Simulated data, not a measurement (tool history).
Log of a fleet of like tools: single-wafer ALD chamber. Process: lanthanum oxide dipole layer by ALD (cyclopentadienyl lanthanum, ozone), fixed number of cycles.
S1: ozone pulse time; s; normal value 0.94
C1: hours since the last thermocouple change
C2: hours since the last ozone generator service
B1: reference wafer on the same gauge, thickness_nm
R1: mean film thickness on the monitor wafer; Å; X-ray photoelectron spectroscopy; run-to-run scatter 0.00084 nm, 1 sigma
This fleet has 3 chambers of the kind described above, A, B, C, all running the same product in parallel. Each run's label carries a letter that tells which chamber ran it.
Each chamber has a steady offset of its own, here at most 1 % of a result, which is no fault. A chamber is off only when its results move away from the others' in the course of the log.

run,hour,S1,C1,C2,B1,R1
1B,12.5,0.94,695.5,1273.7,0.44076,4.9274
2C,18.6,0.94,765.6,318.4,0.4409,4.8624
3A,30,0.94,912.7,190.3,0.4409,4.8709
4C,41.9,0.94,788.9,341.7,0.44084,4.8536
5A,54,0.69,936.7,214.3,0.44047,4.309
6B,66.5,0.69,749.5,1327.7,0.44055,4.3291
7C,79.2,0.69,826.2,379,0.44018,4.2926
8A,87.4,0.94,970.1,247.7,0.44031,4.88
9B,94.1,0.94,777.1,1355.3,0.44029,4.9143
10B,104.2,0.94,787.2,1365.4,0.44038,4.8917
11A,114,0.94,996.7,274.3,0.44017,4.876
12C,124.1,0.72,871.1,423.9,0.43996,4.377
13C,131.2,0.72,878.2,431,0.44005,4.3643
14B,138.7,0.72,821.7,1399.9,0.43992,4.4136
15A,144.6,0.94,1027.3,304.9,0.43988,4.8738
16A,155.1,0.94,1037.8,315.4,0.43991,4.8582
17B,164,0.94,847,1425.2,0.4398,4.9016
18C,172.6,0.94,919.6,472.4,0.43992,4.8506
19B,185.2,0.94,868.2,1446.4,0.43952,4.9085
20C,194.6,0.94,941.6,494.4,0.43938,4.8455
21A,201.6,0.94,1084.3,361.9,0.43946,4.8627
22C,213.7,0.94,960.7,513.5,0.43926,4.8496
23B,220.6,0.94,903.6,1481.8,0.43938,4.8816
24A,230.7,0.94,1113.4,391,0.43936,4.8625
25A,242.3,0.94,1125,402.6,0.43903,4.8475
26B,248.3,1.25,931.3,1509.5,0.43911,5.3102
27C,256,1.25,1003,555.8,0.4391,5.2555
28B,262.9,1.25,945.9,1524.1,0.43888,5.3071
29C,274.3,0.94,1021.3,574.1,0.43912,4.8452
30A,284.4,0.94,1167.1,444.7,0.43895,4.8637
31C,293.3,0.94,1040.3,593.1,0.43872,4.846
32B,304.1,0.94,987.1,1565.3,0.43849,4.8983
33A,315.4,1.11,1198.1,475.7,0.43844,5.116
34A,328.1,1.11,1210.8,488.4,0.43844,5.1113
35C,334.5,1.11,1081.5,634.3,0.4383,5.1015
36B,347.7,0.94,1030.7,1608.9,0.43822,4.8822
37B,360.8,0.73,1043.8,1622,0.43811,4.4131
38C,371.3,0.73,1118.3,671.1,0.43812,4.3824
39A,383.7,0.73,1266.4,544,0.43818,4.3851
40C,391.8,0.94,1138.8,691.6,0.43799,4.825

Each of the 3 chambers runs these same settings next. Fill in every chamber's results:
41A,401.3,0.94,,,,?
41B,401.3,0.94,,,,?
41C,401.3,0.94,,,,?

run,R1
41A,4.8568
41B,4.8949
41C,4.8407
